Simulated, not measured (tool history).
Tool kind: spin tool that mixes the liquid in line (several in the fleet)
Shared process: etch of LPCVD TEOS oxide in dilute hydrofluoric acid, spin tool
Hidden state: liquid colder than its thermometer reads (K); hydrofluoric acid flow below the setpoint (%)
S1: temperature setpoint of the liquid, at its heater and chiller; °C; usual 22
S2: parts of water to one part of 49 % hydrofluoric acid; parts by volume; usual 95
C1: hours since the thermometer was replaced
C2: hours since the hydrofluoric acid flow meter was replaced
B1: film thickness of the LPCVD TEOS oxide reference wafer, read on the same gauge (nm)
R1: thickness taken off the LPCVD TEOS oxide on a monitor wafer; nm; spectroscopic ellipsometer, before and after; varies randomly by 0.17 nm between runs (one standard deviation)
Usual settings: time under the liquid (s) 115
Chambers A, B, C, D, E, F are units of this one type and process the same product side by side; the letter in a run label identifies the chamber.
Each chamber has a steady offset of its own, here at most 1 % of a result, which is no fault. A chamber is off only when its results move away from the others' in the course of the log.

{"run": "1F", "hour": 6.2, "S1": 22, "S2": 95, "time under the liquid (s)": 115, "C1": 191.9, "C2": 293, "B1": 29.981, "R1": 31.877}
{"run": "2A", "hour": 11.0, "S1": 22, "S2": 95, "time under the liquid (s)": 115, "C1": 2632.2, "C2": 91.2, "B1": 29.989, "R1": 31.422}
{"run": "3C", "hour": 14.6, "S1": 22, "S2": 95, "time under the liquid (s)": 115, "C1": 912.9, "C2": 425.6, "B1": 29.996, "R1": 31.658}
{"run": "4D", "hour": 19.1, "S1": 22, "S2": 95, "time under the liquid (s)": 115, "C1": 1936.4, "C2": 1033.4, "B1": 30.002, "R1": 32.035}
{"run": "5E", "hour": 23.3, "S1": 22, "S2": 125, "time under the liquid (s)": 115, "C1": 809.3, "C2": 841.9, "B1": 29.997, "R1": 23.451}
{"run": "6B", "hour": 31.2, "S1": 22, "S2": 125, "time under the liquid (s)": 115, "C1": 647.7, "C2": 1194.1, "B1": 30.013, "R1": 23.015}
{"hour": 33.8, "done": "chamber A: thermometer replaced"}
{"run": "7C", "hour": 35.2, "S1": 22, "S2": 125, "time under the liquid (s)": 115, "C1": 933.5, "C2": 446.2, "B1": 30.018, "R1": 23.035}
{"run": "8B", "hour": 40.1, "S1": 22, "S2": 125, "time under the liquid (s)": 115, "C1": 656.6, "C2": 1203, "B1": 29.999, "R1": 23.146}
{"run": "9A", "hour": 47.5, "S1": 22, "S2": 125, "time under the liquid (s)": 115, "C1": 13.7, "C2": 127.7, "B1": 30.002, "R1": 23.268}
{"run": "10D", "hour": 55.4, "S1": 22, "S2": 125, "time under the liquid (s)": 115, "C1": 1972.7, "C2": 1069.7, "B1": 30.013, "R1": 23.412}
{"run": "11E", "hour": 59.4, "S1": 22, "S2": 95, "time under the liquid (s)": 115, "C1": 845.4, "C2": 878, "B1": 30.006, "R1": 31.808}
{"run": "12F", "hour": 63.1, "S1": 22, "S2": 95, "time under the liquid (s)": 115, "C1": 248.8, "C2": 349.9, "B1": 30.002, "R1": 31.879}
{"run": "13B", "hour": 71.3, "S1": 22, "S2": 95, "time under the liquid (s)": 115, "C1": 687.8, "C2": 1234.2, "B1": 30.005, "R1": 31.35}
{"run": "14D", "hour": 76.6, "S1": 22, "S2": 95, "time under the liquid (s)": 115, "C1": 1993.9, "C2": 1090.9, "B1": 30, "R1": 32.079}
{"run": "15C", "hour": 81.3, "S1": 22, "S2": 95, "time under the liquid (s)": 115, "C1": 979.6, "C2": 492.3, "B1": 29.986, "R1": 31.382}
{"run": "16E", "hour": 86.6, "S1": 22, "S2": 95, "time under the liquid (s)": 115, "C1": 872.6, "C2": 905.2, "B1": 30.001, "R1": 31.556}
{"run": "17F", "hour": 94.7, "S1": 22, "S2": 95, "time under the liquid (s)": 115, "C1": 280.4, "C2": 381.5, "B1": 30.009, "R1": 31.765}
{"run": "18A", "hour": 100.8, "S1": 22, "S2": 60, "time under the liquid (s)": 115, "C1": 67, "C2": 181, "B1": 30.005, "R1": 52.936}
{"run": "19B", "hour": 106.1, "S1": 22, "S2": 60, "time under the liquid (s)": 115, "C1": 722.6, "C2": 1269, "B1": 30.005, "R1": 51.789}
{"run": "20D", "hour": 114.4, "S1": 22, "S2": 60, "time under the liquid (s)": 115, "C1": 2031.7, "C2": 1128.7, "B1": 30.007, "R1": 52.185}
{"run": "21F", "hour": 118.1, "S1": 22, "S2": 60, "time under the liquid (s)": 115, "C1": 303.8, "C2": 404.9, "B1": 30.008, "R1": 51.86}
{"run": "22A", "hour": 123.8, "S1": 22, "S2": 60, "time under the liquid (s)": 115, "C1": 90, "C2": 204, "B1": 30.004, "R1": 53.233}
{"run": "23C", "hour": 128.8, "S1": 22, "S2": 60, "time under the liquid (s)": 115, "C1": 1027.1, "C2": 539.8, "B1": 29.991, "R1": 52.098}
{"run": "24E", "hour": 137.1, "S1": 22, "S2": 95, "time under the liquid (s)": 115, "C1": 923.1, "C2": 955.7, "B1": 29.992, "R1": 31.767}
{"run": "25D", "hour": 144.4, "S1": 22, "S2": 95, "time under the liquid (s)": 115, "C1": 2061.7, "C2": 1158.7, "B1": 29.992, "R1": 31.639}
{"run": "26C", "hour": 152.7, "S1": 22, "S2": 95, "time under the liquid (s)": 175, "C1": 1051, "C2": 563.7, "B1": 29.976, "R1": 47.964}
{"run": "27E", "hour": 158.2, "S1": 22, "S2": 95, "time under the liquid (s)": 175, "C1": 944.2, "C2": 976.8, "B1": 29.973, "R1": 48.059}
{"run": "28B", "hour": 162.9, "S1": 22, "S2": 95, "time under the liquid (s)": 175, "C1": 779.4, "C2": 1325.8, "B1": 30.011, "R1": 46.285}
{"run": "29A", "hour": 168.1, "S1": 22, "S2": 95, "time under the liquid (s)": 175, "C1": 134.3, "C2": 248.3, "B1": 30.001, "R1": 48.36}
{"run": "30F", "hour": 171.9, "S1": 22, "S2": 95, "time under the liquid (s)": 175, "C1": 357.6, "C2": 458.7, "B1": 29.993, "R1": 48.349}
{"run": "31D", "hour": 179.6, "S1": 22, "S2": 95, "time under the liquid (s)": 175, "C1": 2096.9, "C2": 1193.9, "B1": 29.991, "R1": 48.41}
{"run": "32C", "hour": 187.2, "S1": 22, "S2": 95, "time under the liquid (s)": 115, "C1": 1085.5, "C2": 598.2, "B1": 29.996, "R1": 31.496}
{"run": "33B", "hour": 193.2, "S1": 20, "S2": 50, "time under the liquid (s)": 115, "C1": 809.7, "C2": 1356.1, "B1": 29.998, "R1": 56.209}
{"run": "34E", "hour": 198.8, "S1": 20, "S2": 50, "time under the liquid (s)": 115, "C1": 984.8, "C2": 1017.4, "B1": 29.981, "R1": 58.3}
{"run": "35F", "hour": 206.7, "S1": 20, "S2": 50, "time under the liquid (s)": 115, "C1": 392.4, "C2": 493.5, "B1": 29.999, "R1": 58.114}
{"run": "36A", "hour": 211.9, "S1": 20, "S2": 50, "time under the liquid (s)": 115, "C1": 178.1, "C2": 292.1, "B1": 29.982, "R1": 59.15}
{"run": "37F", "hour": 218.2, "S1": 20, "S2": 50, "time under the liquid (s)": 115, "C1": 403.9, "C2": 505, "B1": 30.023, "R1": 57.826}
{"run": "38D", "hour": 224.9, "S1": 20, "S2": 50, "time under the liquid (s)": 115, "C1": 2142.2, "C2": 1239.2, "B1": 29.985, "R1": 57.777}
{"run": "39B", "hour": 230.0, "S1": 22, "S2": 95, "time under the liquid (s)": 115, "C1": 846.5, "C2": 1392.9, "B1": 29.997, "R1": 29.639}
{"run": "40C", "hour": 237.4, "S1": 22, "S2": 95, "time under the liquid (s)": 115, "C1": 1135.7, "C2": 648.4, "B1": 29.985, "R1": 31.726}
{"run": "41E", "hour": 245.7, "S1": 22, "S2": 95, "time under the liquid (s)": 115, "C1": 1031.7, "C2": 1064.3, "B1": 29.998, "R1": 31.793}
{"run": "42A", "hour": 251.3, "S1": 22, "S2": 95, "time under the liquid (s)": 115, "C1": 217.5, "C2": 331.5, "B1": 30.018, "R1": 32.234}
{"run": "43B", "hour": 255.6, "S1": 22, "S2": 95, "time under the liquid (s)": 115, "C1": 872.1, "C2": 1418.5, "B1": 29.993, "R1": 29.413}
{"run": "44D", "hour": 260.3, "S1": 22, "S2": 95, "time under the liquid (s)": 115, "C1": 2177.6, "C2": 1274.6, "B1": 30.017, "R1": 31.769}

One chamber off, gauge drift, or nothing amiss beyond the chambers' own small offsets? If it is a chamber, which one, and what is the likeliest cause?

It is chamber B that slowly wanders off from its peers.
Cause: hydrofluoric acid flow below the setpoint (%) = 6.73.
With only this log, it may be confused with: liquid colder than its thermometer reads (K).

Chamber B could run next with any of the 4 candidate recipes listed below; each alters the usual settings, and their results appear as question marks. Which one brings its results back in line with what the other chambers deliver on the usual settings?
To be in line, a result may differ from the other chambers' mean on the usual settings by at most: R1 0.6 nm
{"run": "45B-1", "hour": 266.3, "S1": 22, "S2": 95, "time under the liquid (s)": 110, "R1": "?"}
{"run": "45B-2", "hour": 266.3, "S1": 23, "S2": 95, "time under the liquid (s)": 115, "R1": "?"}
{"run": "45B-3", "hour": 266.3, "S1": 20, "S2": 95, "time under the liquid (s)": 115, "R1": "?"}
{"run": "45B-4", "hour": 266.3, "S1": 22, "S2": 95, "time under the liquid (s)": 125, "R1": "?"}

What the other chambers average on the usual settings: R1 31.751 nm
run=45B-1 R1=27.987
run=45B-2 R1=30.483
run=45B-3 R1=26.939
run=45B-4 R1=31.804
45B-4 is the one that brings the chamber's results back in line with the other chambers.
